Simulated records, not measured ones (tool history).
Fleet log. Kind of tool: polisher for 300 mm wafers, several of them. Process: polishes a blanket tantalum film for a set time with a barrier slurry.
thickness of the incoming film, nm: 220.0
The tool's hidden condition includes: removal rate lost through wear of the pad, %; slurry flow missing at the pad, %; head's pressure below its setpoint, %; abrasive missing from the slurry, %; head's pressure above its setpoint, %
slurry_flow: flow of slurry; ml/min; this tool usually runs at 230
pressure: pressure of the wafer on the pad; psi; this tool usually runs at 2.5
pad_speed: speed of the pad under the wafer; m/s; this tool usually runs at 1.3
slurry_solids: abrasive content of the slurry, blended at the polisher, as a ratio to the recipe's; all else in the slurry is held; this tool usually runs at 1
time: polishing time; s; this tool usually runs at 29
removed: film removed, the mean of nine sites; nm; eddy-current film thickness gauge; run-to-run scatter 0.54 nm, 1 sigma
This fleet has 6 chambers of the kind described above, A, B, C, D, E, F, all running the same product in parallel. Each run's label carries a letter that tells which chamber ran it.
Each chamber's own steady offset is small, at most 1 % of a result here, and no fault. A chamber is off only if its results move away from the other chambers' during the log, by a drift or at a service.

run	hour	slurry_flow	pressure	pad_speed	slurry_solids	time	wafers polished on this pad	hours since the slurry nozzle was cleaned	hours since the head pressure was calibrated	hours since the slurry blender was calibrated	removed
# hour 1.4: chamber B: worn pad replaced by a new one
# hour 3.2: chamber F: head pressure recalibrated
# hour 3.6: chamber D: slurry blender recalibrated
1A	3.7	230	2.5	1.3	1	29	273	111.1	339	73.3	87.784
2E	6.4	230	2.5	1.3	1	29	248	464.7	243.4	82.1	87.539
3F	10.3	230	2.5	1.3	1	29	350	75.9	7.1	205.9	88.22
4D	15.9	230	2.5	1.3	1	29	541	59.1	188.6	12.3	86.84
5C	21.1	230	2.5	1.3	1	29	631	486	1303.7	150.7	88.213
6B	25.4	230	2.5	1.3	1	29	227	709.3	177.4	294.3	87.316
# hour 28.7: chamber E: slurry blender recalibrated
7E	29.9	230	2.5	1.3	1	29	470	488.2	266.9	1.3	87.715
8F	34.5	230	2.5	1.3	1	29	579	100.1	31.3	230.1	88.276
9B	39.5	230	2.5	1.54	1	29	361	723.4	191.5	308.4	103.31
# hour 44.5: chamber B: slurry blender recalibrated
10D	45.1	230	2.5	1.54	1	29	817	88.3	217.8	41.5	102.09
# hour 47.4: chamber C: slurry blender recalibrated
# hour 47.5: chamber D: worn pad replaced by a new one
11C	49.9	230	2.5	1.54	1	29	904	514.8	1332.5	2.5	103.41
12A	55.7	230	2.5	1.54	1	29	765	163.1	391	125.3	102.52
13E	60	230	2.5	1.54	1	29	755	518.3	297	31.4	104.33
# hour 61.6: chamber C: worn pad replaced by a new one
14F	63.4	230	2.5	1.54	1	29	853	129	60.2	259	103.97
# hour 64.3: chamber C: head pressure recalibrated
15C	69	230	2.5	1.3	1	25	70	533.9	4.8	21.6	75.47
16A	74.6	230	2.5	1.3	1	25	944	182	409.9	144.2	75.479
17B	78.5	230	2.5	1.3	1	25	730	762.4	230.5	34	75.022
18D	83.4	230	2.5	1.3	1	25	340	126.6	256.1	79.8	75.163
# hour 84.3: chamber B: slurry nozzle cleaned
19D	86.4	230	2.5	1.3	1	25	368	129.6	259.1	82.8	74.974
20F	89.1	230	2.5	1.3	1	25	1096	154.7	85.9	284.7	74.507
21C	94.4	230	2.5	1.3	1	29	310	559.3	30.2	47	87.894
22E	99.7	230	2.5	1.3	1	29	1131	558	336.7	71.1	87.628
23A	103.4	230	2.5	1.3	1	29	1217	210.8	438.7	173	87.005
24B	106.1	230	2.5	1.3	1	29	991	21.8	258.1	61.6	88.098
# hour 110.2: chamber A: worn pad replaced by a new one
25E	110.8	230	2.5	1.3	1	29	1236	569.1	347.8	82.2	87.881
# hour 116.1: chamber E: worn pad replaced by a new one
26A	116.2	230	2.5	1.3	1	29	57	223.6	451.5	185.8	88.138
27B	119.9	270	2.5	1.3	1.1	29	1121	35.6	271.9	75.4	92.035
28D	125.7	270	2.5	1.3	1.1	29	740	168.9	298.4	122.1	91.45
29C	128.7	270	2.5	1.3	1.1	29	635	593.6	64.5	81.3	91.073
# hour 131.4: chamber B: worn pad replaced by a new one
30F	134	270	2.5	1.3	1.1	29	1521	199.6	130.8	329.6	88.828
# hour 137.3: chamber D: worn pad replaced by a new one
31F	139.4	270	2.5	1.3	1.1	29	1572	205	136.2	335	88.551
32E	142.6	270	2.5	1.3	1.1	29	251	600.9	379.6	114	90.525
# hour 146.6: chamber C: worn pad replaced by a new one
# hour 146.7: chamber E: slurry blender recalibrated
33C	148	230	2.5	1.3	1	29	13	612.9	83.8	100.6	86.323
34D	152	230	2.5	1.3	1	29	139	195.2	324.7	148.4	87.118
35B	154.6	230	2.5	1.3	1	29	219	70.3	306.6	110.1	87.349
36A	160.1	230	2.5	1.3	1	29	472	267.5	495.4	229.7	87.006
37B	165.8	230	2.5	1.3	1	29	325	81.5	317.8	121.3	87.897
38C	168.7	265	2.5	1.3	1	20	209	633.6	104.5	121.3	60.839
39A	172.7	265	2.5	1.3	1	20	591	280.1	508	242.3	60.382
40D	177.1	265	2.5	1.3	1	20	376	220.3	349.8	173.5	61.118
41E	182.1	265	2.5	1.3	1	20	625	640.4	419.1	35.5	60.575

Next, all 6 chambers run the settings below, one line each with question marks for the results. What does each chamber give?
42A	186.3	230	2.5	1.3	1	29					?
42B	186.3	230	2.5	1.3	1	29					?
42C	186.3	230	2.5	1.3	1	29					?
42D	186.3	230	2.5	1.3	1	29					?
42E	186.3	230	2.5	1.3	1	29					?
42F	186.3	230	2.5	1.3	1	29					?

run	removed
42A	86.602
42B	87.78
42C	87.613
42D	86.729
42E	87.298
42F	82.264
